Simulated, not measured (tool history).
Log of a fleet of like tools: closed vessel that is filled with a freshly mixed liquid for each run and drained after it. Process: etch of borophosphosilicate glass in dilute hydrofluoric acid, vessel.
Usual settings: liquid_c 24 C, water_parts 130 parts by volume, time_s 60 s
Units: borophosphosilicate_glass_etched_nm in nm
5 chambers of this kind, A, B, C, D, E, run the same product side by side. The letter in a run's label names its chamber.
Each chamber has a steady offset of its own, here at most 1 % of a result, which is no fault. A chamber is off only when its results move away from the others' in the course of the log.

run,hour,liquid_c,water_parts,time_s,hours since the thermometer was replaced,hours since the hydrofluoric acid flow meter was replaced,"read-back film thickness of the borophosphosilicate glass reference wafer, read on the same gauge (nm)",borophosphosilicate_glass_etched_nm
1B,8.6,24,130,60,594.4,461.9,70.008,14.795
2C,15.6,24,130,60,848.3,1464.8,69.974,15.028
3D,21.9,24,130,60,582.4,398.5,69.986,14.775
4E,30.4,24,130,60,482.7,657.5,70.027,15.08
5A,36.4,24,130,60,1509.8,1343.7,70.011,14.96
6E,41.7,24,130,60,494,668.8,69.987,14.977
7D,46.6,24,130,60,607.1,423.2,70.003,14.937
8C,54.3,24,130,60,887,1503.5,70.036,14.689
9B,59.5,24,130,60,645.3,512.8,70.006,14.756
10A,63.5,24,130,60,1536.9,1370.8,69.954,14.742
11D,70.3,24,130,60,630.8,446.9,70.027,15.043
12C,77.2,24,130,60,909.9,1526.4,69.965,14.613
13E,81.2,24,130,60,533.5,708.3,69.966,14.918
14B,88.3,24,130,60,674.1,541.6,69.995,14.63
15A,93.6,24,130,60,1567,1400.9,69.992,14.82
16D,101.3,24,130,60,661.8,477.9,69.96,14.913
# hour 108: chamber C: hydrofluoric acid flow meter replaced
17B,109.5,24,130,60,695.3,562.8,70.007,14.737
18E,115.4,24,130,60,567.7,742.5,69.989,15.091
19C,124,24,130,60,956.7,16,69.982,14.973
20A,130.4,24,195,30,1603.8,1437.7,69.964,4.5797
21A,135.9,24,195,30,1609.3,1443.2,70.006,4.657
22E,140.3,24,195,30,592.6,767.4,69.999,4.6282
23D,144.2,24,195,30,704.7,520.8,70.027,4.6724
24B,148,24,195,30,733.8,601.3,69.955,4.5993
25C,155.5,24,130,60,988.2,47.5,70.011,14.923
26C,160.8,21,130,60,993.5,52.8,70.008,13.128
27A,165.6,21,130,60,1639,1472.9,69.964,13.163
28D,171.1,21,130,60,731.6,547.7,70.033,13.762
29B,178.2,21,130,60,764,631.5,70.003,13.205
30E,186.3,21,130,60,638.6,813.4,70.027,13.408
31E,190.5,24,130,60,642.8,817.6,70.001,14.94
32D,195.7,24,130,60,756.2,572.3,70.006,15.66
33A,203.3,24,130,60,1676.7,1510.6,69.973,14.765
34B,209.9,24,130,60,795.7,663.2,69.986,14.665
35C,214.2,27.5,180,60,1046.9,106.2,69.981,11.436
36B,219.8,27.5,180,60,805.6,673.1,69.987,11.556
37E,227.5,27.5,180,60,679.8,854.6,69.984,11.675
38C,233,27.5,180,60,1065.7,125,70.019,11.614
# hour 233.7: chamber A: thermometer replaced
39A,241.1,27.5,180,60,7.5,1548.4,70.01,11.371
40D,248.8,24,130,60,809.3,625.4,70.044,15.735
41D,254.3,24,130,60,814.8,630.9,70.003,15.703
42C,259.6,24,130,60,1092.3,151.6,70.031,14.631

What goes on in this fleet: one chamber off, a drifting gauge, or nothing beyond the chambers' own small offsets? Name the chamber and the cause, if any.

Chamber D drifts away from the others.
Cause: liquid hotter than its thermometer reads (K) = 1.72.
The log may not tell that from: hydrofluoric acid flow above the setpoint (%).

Here are 4 candidates for chamber D's next run, each the usual settings with a change, their results left as question marks. Which one brings its results back in line with what the others give on the usual settings?
In line means no further than this from the other chambers' mean on the usual settings: borophosphosilicate_glass_etched_nm 0.39 nm
43D-1,265.9,22.5,130,60,,,,?
43D-2,265.9,25.5,130,60,,,,?
43D-3,265.9,24.5,130,60,,,,?
43D-4,265.9,23.5,130,60,,,,?

The other chambers' mean on the usual settings: borophosphosilicate_glass_etched_nm 14.831 nm
run,borophosphosilicate_glass_etched_nm
43D-1,14.836
43D-2,16.659
43D-3,16.036
43D-4,15.43
43D-1 brings the chamber back in line.
